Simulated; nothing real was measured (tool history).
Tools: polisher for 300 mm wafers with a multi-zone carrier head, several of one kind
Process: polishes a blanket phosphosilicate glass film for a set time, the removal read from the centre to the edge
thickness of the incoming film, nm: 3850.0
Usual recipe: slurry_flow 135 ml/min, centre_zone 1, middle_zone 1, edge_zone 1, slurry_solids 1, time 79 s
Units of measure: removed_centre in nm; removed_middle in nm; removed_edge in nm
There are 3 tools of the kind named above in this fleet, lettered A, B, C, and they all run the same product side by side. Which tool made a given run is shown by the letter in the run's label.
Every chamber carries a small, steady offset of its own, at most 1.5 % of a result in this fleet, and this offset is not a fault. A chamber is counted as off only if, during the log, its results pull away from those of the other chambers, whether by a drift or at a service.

run	hour	slurry_flow	centre_zone	middle_zone	edge_zone	slurry_solids	time	wafers polished on this pad	hours since the slurry nozzle was cleaned	hours since the centre zone pressure was calibrated	hours since the edge zone pressure was calibrated	removed_centre	removed_middle	removed_edge
1A	5.7	135	1	1	1	1	79	785	361.1	418.5	146.6	706.15	701.46	705.15
# hour 7.1: chamber B: worn pad replaced by a new one
2C	11.6	135	1	1	1	1	79	181	280	22.8	393.2	716.56	701.55	714.59
3B	17.8	135	1	1	1	1	79	161	208.4	670.1	389.7	706.29	714.96	705.44
# hour 25.6: chamber B: centre zone pressure recalibrated
4A	26	135	1	1	1	1	79	1089	381.4	438.8	166.9	716.48	705.24	696.71
5B	34.3	135	1	1	1	1	79	407	224.9	8.7	406.2	710.62	718.57	702.54
6C	39.4	135	1	1	1	1	79	597	307.8	50.6	421	705.95	698.38	707.44
7C	47.9	135	1	1	1	1	79	724	316.3	59.1	429.5	721.19	684.15	720.21
# hour 48: chamber A: worn pad replaced by a new one
8B	52.6	135	1	1	1	1	79	680	243.2	27	424.5	732.91	699.38	718.78
9A	57.7	135	1	1	1	1	79	145	413.1	470.5	198.6	696.65	703.87	709.12
# hour 58.3: chamber C: worn pad replaced by a new one
10A	65.1	100	1	1	1	1	79	255	420.5	477.9	206	626.94	641.01	680.53
11B	70.6	100	1	1	1	1	79	949	261.2	45	442.5	659.26	677.07	682.65
12C	79.2	100	1	1	1	1	79	312	347.6	90.4	460.8	658.84	642.07	669.51
13C	83.1	135	1	1	1	1	79	370	351.5	94.3	464.7	709.57	705.42	716.4
# hour 86.6: chamber B: worn pad replaced by a new one
14B	88.5	135	1	1	1	1	79	29	279.1	62.9	460.4	712.8	717.57	696.55
15A	97.6	135	1	1	1	1	79	741	453	510.4	238.5	675.28	691.99	699.7
# hour 102.4: chamber A: centre zone pressure recalibrated
# hour 102.7: chamber C: worn pad replaced by a new one
16B	105.5	135	1	1	1	1	79	283	296.1	79.9	477.4	722.83	712.16	698.37
17A	111.8	135	1	1	1	1	79	953	467.2	9.5	252.7	658.59	673.17	707.12
18C	117.5	135	1	1	1	1	79	221	385.9	128.7	499.1	716.99	701.12	704.95
19B	125.5	135	1	1	1	1	79	582	316.1	99.9	497.4	717.06	718.94	725.34
20C	133.6	135	1	1	1	1	79	461	402	144.8	515.2	717.01	703.13	710.58
21A	141.9	135	1	1	1	1	79	1402	497.3	39.6	282.8	636.32	660.13	668.78
22B	146.1	135	1	1	1	1	79	889	336.7	120.5	518	717.93	715.54	694.66
# hour 153.7: chamber C: worn pad replaced by a new one
23C	154.8	135	1	1	1	1	79	17	423.2	166	536.4	712.35	709.37	709.66
# hour 156.6: chamber A: worn pad replaced by a new one
24A	163.1	135	1	1	1	1	79	97	518.5	60.8	304	634.24	632.52	682.16

Next, all 3 chambers run the settings below, one line each with question marks for the results. What does each chamber give?
25A	169.6	135	1	1	1	1	79					?	?	?
25B	169.6	135	1	1	1	1	79					?	?	?
25C	169.6	135	1	1	1	1	79					?	?	?

run	removed_centre	removed_middle	removed_edge
25A	622.87	638.91	666.26
25B	708.16	719.01	712.78
25C	722.4	688.31	722.05

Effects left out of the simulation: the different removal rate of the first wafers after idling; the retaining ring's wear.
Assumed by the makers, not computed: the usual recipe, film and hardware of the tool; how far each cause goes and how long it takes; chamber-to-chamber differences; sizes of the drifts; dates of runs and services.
